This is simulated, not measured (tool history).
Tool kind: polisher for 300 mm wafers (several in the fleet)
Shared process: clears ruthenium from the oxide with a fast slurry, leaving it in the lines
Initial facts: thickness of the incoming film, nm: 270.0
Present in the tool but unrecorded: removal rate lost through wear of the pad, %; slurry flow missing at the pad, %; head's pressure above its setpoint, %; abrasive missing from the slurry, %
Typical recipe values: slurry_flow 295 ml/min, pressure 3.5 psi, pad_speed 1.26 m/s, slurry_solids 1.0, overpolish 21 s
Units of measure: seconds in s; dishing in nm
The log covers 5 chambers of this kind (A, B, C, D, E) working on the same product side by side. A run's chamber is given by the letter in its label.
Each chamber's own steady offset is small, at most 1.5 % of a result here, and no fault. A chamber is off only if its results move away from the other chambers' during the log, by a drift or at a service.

run   hour  slurry_flow  pressure  pad_speed  slurry_solids  overpolish  wafers polished on this pad  hours since the slurry nozzle was cleaned  hours since the head pressure was calibrated  hours since the slurry blender was calibrated  seconds  dishing
       6.0  -- chamber C: worn pad replaced by a new one
      11.6  -- chamber D: worn pad replaced by a new one
      11.7  -- chamber A: worn pad replaced by a new one
 1D   14.2          295       3.5       1.26            1.0          21                           33                                      742.0                                         574.0                                          256.7   51.486   50.825
 2A   29.4          295       3.5       1.26            1.0          21                          227                                      426.1                                         502.9                                          158.7   49.484   52.661
      32.5  -- chamber D: slurry blender recalibrated
 3C   40.1          295       3.5       1.26            1.0          21                          437                                       42.6                                         808.1                                          243.2   51.201   51.800
 4E   47.0          295       3.5       1.26            1.0          21                         1261                                      100.3                                        1173.1                                          157.3   51.993   52.229
      50.7  -- chamber B: worn pad replaced by a new one
 5B   57.0          295       3.5       1.26            1.0          21                           81                                      111.7                                         172.6                                          330.3   50.734   51.106
 6B   63.8          295       3.5       1.26            1.0          21                          168                                      118.5                                         179.4                                          337.1   51.323   51.647
      71.9  -- chamber D: slurry nozzle cleaned
 7C   73.7          295       3.5       1.26            1.0          21                          867                                       76.2                                         841.7                                          276.8   51.153   52.804
 8E   87.1          295       3.5       1.26            1.0          21                         1774                                      140.4                                        1213.2                                          197.4   49.947   53.295
 9A   96.8          295       3.5       1.26            1.0          21                         1089                                      493.5                                         570.3                                          226.1   50.056   49.237
      99.6  -- chamber A: worn pad replaced by a new one
     106.7  -- chamber C: worn pad replaced by a new one
10D  108.8          295       3.5       1.26            1.0          21                         1244                                       36.9                                         668.6                                           76.3   49.954   51.084
     110.0  -- chamber C: head pressure recalibrated
     112.6  -- chamber D: worn pad replaced by a new one
11E  122.5          295       3.5       1.26            1.0          11                         2228                                      175.8                                        1248.6                                          232.8   50.705   36.653
12A  136.4          295       3.5       1.26            1.0          11                          471                                      533.1                                         609.9                                          265.7   49.184   37.576
     148.2  -- chamber B: worn pad replaced by a new one
13C  149.7          295       3.5       1.26            1.0          11                          551                                      152.2                                          39.8                                          352.8   51.444   37.099
14B  164.4          295       3.5       1.26            1.0          11                          207                                      219.1                                         280.0                                          437.7   49.947   36.738
     171.9  -- chamber B: slurry blender recalibrated
15D  173.6          295       3.5       1.26            1.0          11                          781                                      101.7                                         733.4                                          141.1   50.826   37.354
     178.7  -- chamber A: worn pad replaced by a new one
16C  187.1          245       3.5       1.26            1.0          21                         1029                                      189.6                                          77.2                                          390.2   51.888   51.222
     189.6  -- chamber C: slurry blender recalibrated
     193.9  -- chamber E: head pressure recalibrated
17A  195.0          245       3.5       1.26            1.0          21                          208                                      591.7                                         668.5                                          324.3   50.714   50.831
     195.4  -- chamber C: worn pad replaced by a new one
     199.7  -- chamber D: worn pad replaced by a new one
18B  202.2          245       3.5       1.26            1.0          21                          691                                      256.9                                         317.8                                           30.3   51.606   49.750
     213.4  -- chamber E: slurry blender recalibrated
19D  213.5          245       3.5       1.26            1.0          21                          177                                      141.6                                         773.3                                          181.0   51.643   50.577
     215.6  -- chamber D: head pressure recalibrated
20E  223.3          245       3.5       1.26            1.0          21                         3518                                      276.6                                          29.4                                            9.9   53.623   51.467
     228.2  -- chamber E: slurry nozzle cleaned
     232.1  -- chamber B: worn pad replaced by a new one
21B  237.4          295       3.5       1.26            1.0          21                           68                                      292.1                                         353.0                                           65.5   49.758   51.575
22D  251.0          295       4.4       1.26            1.0          25                          657                                      179.1                                          35.5                                          218.5   40.274   60.004
     253.9  -- chamber D: slurry blender recalibrated
     259.6  -- chamber A: worn pad replaced by a new one
23A  260.1          295       4.4       1.26            1.0          25                            7                                      656.8                                         733.6                                          389.4   40.046   58.949
24E  268.0          295       4.4       1.26            1.0          25                         4090                                       39.9                                          74.1                                           54.6   42.363   58.060
     275.3  -- chamber C: worn pad replaced by a new one
     275.8  -- chamber D: worn pad replaced by a new one
25C  279.6          295       4.4       1.26            1.0          25                           55                                      282.1                                         169.7                                           90.0   40.468   59.548
26C  288.4          295       4.4       1.26            1.0          25                          168                                      290.9                                         178.5                                           98.8   40.087   58.925
     294.5  -- chamber A: slurry blender recalibrated
27A  299.6          295       3.5       1.26            1.0          21                          512                                      696.3                                         773.1                                            5.2   50.165   50.636
28D  307.5          295       3.5       1.26            1.0          21                          406                                      235.6                                          92.0                                           53.6   50.002   51.760
29B  318.0          295       3.5       1.26            1.0          21                         1099                                      372.7                                         433.6                                          146.1   51.523   51.249
     320.4  -- chamber B: slurry nozzle cleaned
     327.8  -- chamber B: worn pad replaced by a new one
30E  328.0          295       3.5       1.26            1.0          21                         4858                                       99.9                                         134.1                                          114.6   53.124   52.097
31A  339.9          295       3.5       1.26            1.0          21                         1028                                      736.6                                         813.4                                           45.5   50.202   52.145
     350.0  -- chamber A: worn pad replaced by a new one
32D  352.9          295       3.5       1.26            1.0          21                          987                                      281.0                                         137.4                                           99.0   50.442   52.238
     355.6  -- chamber D: worn pad replaced by a new one
     357.9  -- chamber C: worn pad replaced by a new one
33B  365.1          295       3.5       1.26            1.0          21                          478                                       44.8                                         480.7                                          193.2   49.864   51.918
34C  378.9          295       3.5       1.26            1.0          21                          269                                      381.4                                         269.0                                          189.3   50.954   50.484
35E  385.5          295       3.5       1.26            1.0          21                         5594                                      157.4                                         191.6                                          172.1   54.574   49.362
36C  393.8          295       4.3       1.26            0.8          21                          460                                      396.3                                         283.9                                          204.2   45.931   53.109
37B  408.7          295       4.3       1.26            0.8          21                         1036                                       88.4                                         524.3                                          236.8   46.043   52.715
38D  419.0          295       4.3       1.26            0.8          21                          812                                      347.1                                         203.5                                          165.1   45.848   53.015
39A  426.1          295       4.3       1.26            0.8          21                          974                                      822.8                                         899.6                                          131.7   44.941   54.094
40E  432.9          295       4.3       1.26            0.8          21                         6201                                      204.8                                         239.0                                          219.5   50.367   50.899
41C  444.1          295       3.5       1.26            1.0          21                         1104                                      446.6                                         334.2                                          254.5   51.511   51.999

All 5 chambers run these settings next. Forecast each chamber's results:
42A  455.1          295       3.5       0.92            1.0          21                                                                                                                                                                             ?        ?
42B  455.1          295       3.5       0.92            1.0          21                                                                                                                                                                             ?        ?
42C  455.1          295       3.5       0.92            1.0          21                                                                                                                                                                             ?        ?
42D  455.1          295       3.5       0.92            1.0          21                                                                                                                                                                             ?        ?
42E  455.1          295       3.5       0.92            1.0          21                                                                                                                                                                             ?        ?

run  seconds  dishing
42A   68.876   44.473
42B   69.162   43.699
42C   69.251   44.119
42D   69.738   44.545
42E   77.054   43.026
